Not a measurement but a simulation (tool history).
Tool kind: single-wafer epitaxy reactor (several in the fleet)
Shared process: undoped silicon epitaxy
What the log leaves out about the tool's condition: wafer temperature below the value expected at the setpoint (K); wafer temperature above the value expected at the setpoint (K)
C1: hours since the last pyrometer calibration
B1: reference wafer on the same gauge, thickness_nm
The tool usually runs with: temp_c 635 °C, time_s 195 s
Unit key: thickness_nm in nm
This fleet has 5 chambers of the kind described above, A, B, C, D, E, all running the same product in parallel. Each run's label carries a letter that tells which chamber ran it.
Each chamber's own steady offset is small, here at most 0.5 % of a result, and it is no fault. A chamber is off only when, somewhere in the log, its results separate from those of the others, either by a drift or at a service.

Run 1D, hour 14.8: usual settings; C1 533.5; B1 26.698. Result: thickness_nm 23.394 nm.
Run 2B, hour 23.9: usual settings; C1 658.2; B1 26.694. Result: thickness_nm 23.444 nm.
Run 3C, hour 36.5: usual settings; C1 500.7; B1 26.685. Result: thickness_nm 23.464 nm.
Run 4E, hour 43.5: usual settings; C1 385; B1 26.682. Result: thickness_nm 23.642 nm.
Run 5A, hour 55: usual settings; C1 966.6; B1 26.682. Result: thickness_nm 23.495 nm.
Run 6E, hour 68.4: usual settings; C1 409.9; B1 26.678. Result: thickness_nm 23.57 nm.
Run 7C, hour 80.6: usual settings; C1 544.8; B1 26.679. Result: thickness_nm 23.521 nm.
Run 8B, hour 92.2: usual settings; C1 726.5; B1 26.671. Result: thickness_nm 23.457 nm.
Run 9A, hour 99.6: usual settings; C1 1011.2; B1 26.666. Result: thickness_nm 23.53 nm.
Run 10D, hour 108.4: usual settings; C1 627.1; B1 26.674. Result: thickness_nm 23.375 nm.
Run 11D, hour 123.2: usual settings but time_s 226 s; C1 641.9; B1 26.664. Result: thickness_nm 27.019 nm.
Run 12B, hour 130.7: usual settings but time_s 226 s; C1 765; B1 26.664. Result: thickness_nm 27.15 nm.
Run 13E, hour 142.8: usual settings but time_s 226 s; C1 484.3; B1 26.65. Result: thickness_nm 27.289 nm.
Run 14C, hour 157.4: usual settings but time_s 226 s; C1 621.6; B1 26.64. Result: thickness_nm 27.216 nm.
Run 15A, hour 170.5: usual settings but time_s 226 s; C1 1082.1; B1 26.642. Result: thickness_nm 27.277 nm.
Run 16A, hour 184.6: usual settings; C1 1096.2; B1 26.642. Result: thickness_nm 23.492 nm.
Run 17B, hour 196.7: usual settings; C1 831; B1 26.642. Result: thickness_nm 23.389 nm.
Run 18C, hour 203.5: usual settings; C1 667.7; B1 26.638. Result: thickness_nm 23.48 nm.
Run 19E, hour 211.2: usual settings; C1 552.7; B1 26.632. Result: thickness_nm 23.527 nm.
Run 20D, hour 222.4: usual settings; C1 741.1; B1 26.633. Result: thickness_nm 23.328 nm.
Run 21A, hour 235.3: usual settings; C1 1146.9; B1 26.634. Result: thickness_nm 23.507 nm.
Run 22D, hour 245.6: usual settings but temp_c 650 °C; C1 764.3; B1 26.624. Result: thickness_nm 32.528 nm.
Run 23E, hour 256.7: usual settings but temp_c 650 °C; C1 598.2; B1 26.622. Result: thickness_nm 32.774 nm.
Run 24B, hour 270.4: usual settings but temp_c 650 °C; C1 904.7; B1 26.619. Result: thickness_nm 32.462 nm.
Run 25C, hour 281.9: usual settings but temp_c 650 °C; C1 746.1; B1 26.607. Result: thickness_nm 32.571 nm.
Run 26E, hour 296.6: usual settings but temp_c 650 °C; C1 638.1; B1 26.612. Result: thickness_nm 32.746 nm.
Run 27C, hour 305.4: usual settings; C1 769.6; B1 26.615. Result: thickness_nm 23.473 nm.
Run 28B, hour 318: usual settings; C1 952.3; B1 26.602. Result: thickness_nm 23.396 nm.
Run 29D, hour 328: usual settings; C1 846.7; B1 26.611. Result: thickness_nm 23.259 nm.
Run 30A, hour 338.6: usual settings; C1 1250.2; B1 26.6. Result: thickness_nm 23.453 nm.
Run 31D, hour 346: usual settings; C1 864.7; B1 26.594. Result: thickness_nm 23.307 nm.
Run 32E, hour 359.8: usual settings but temp_c 623 °C, time_s 161 s; C1 701.3; B1 26.585. Result: thickness_nm 14.752 nm.
Run 33B, hour 372.7: usual settings but temp_c 623 °C, time_s 161 s; C1 1007; B1 26.583. Result: thickness_nm 14.726 nm.
Run 34C, hour 380.5: usual settings but temp_c 623 °C, time_s 161 s; C1 844.7; B1 26.578. Result: thickness_nm 14.805 nm.
At hour 382.4: chamber B: pyrometer calibrated.
Run 35A, hour 388.7: usual settings but temp_c 623 °C, time_s 161 s; C1 1300.3; B1 26.584. Result: thickness_nm 14.713 nm.
Run 36B, hour 402.4: usual settings but temp_c 623 °C, time_s 161 s; C1 20.1; B1 26.588. Result: thickness_nm 14.725 nm.
Run 37C, hour 415.6: usual settings but time_s 181 s; C1 879.8; B1 26.576. Result: thickness_nm 21.764 nm.

Next, all 5 chambers run the settings below, one line each with question marks for the results. What does each chamber give?
Run 38A, hour 426.2: usual settings but time_s 172 s. Result: thickness_nm ?.
Run 38B, hour 426.2: usual settings but time_s 172 s. Result: thickness_nm ?.
Run 38C, hour 426.2: usual settings but time_s 172 s. Result: thickness_nm ?.
Run 38D, hour 426.2: usual settings but time_s 172 s. Result: thickness_nm ?.
Run 38E, hour 426.2: usual settings but time_s 172 s. Result: thickness_nm ?.

run  thickness_nm
38A        20.703
38B        20.585
38C        20.667
38D        20.572
38E        20.657
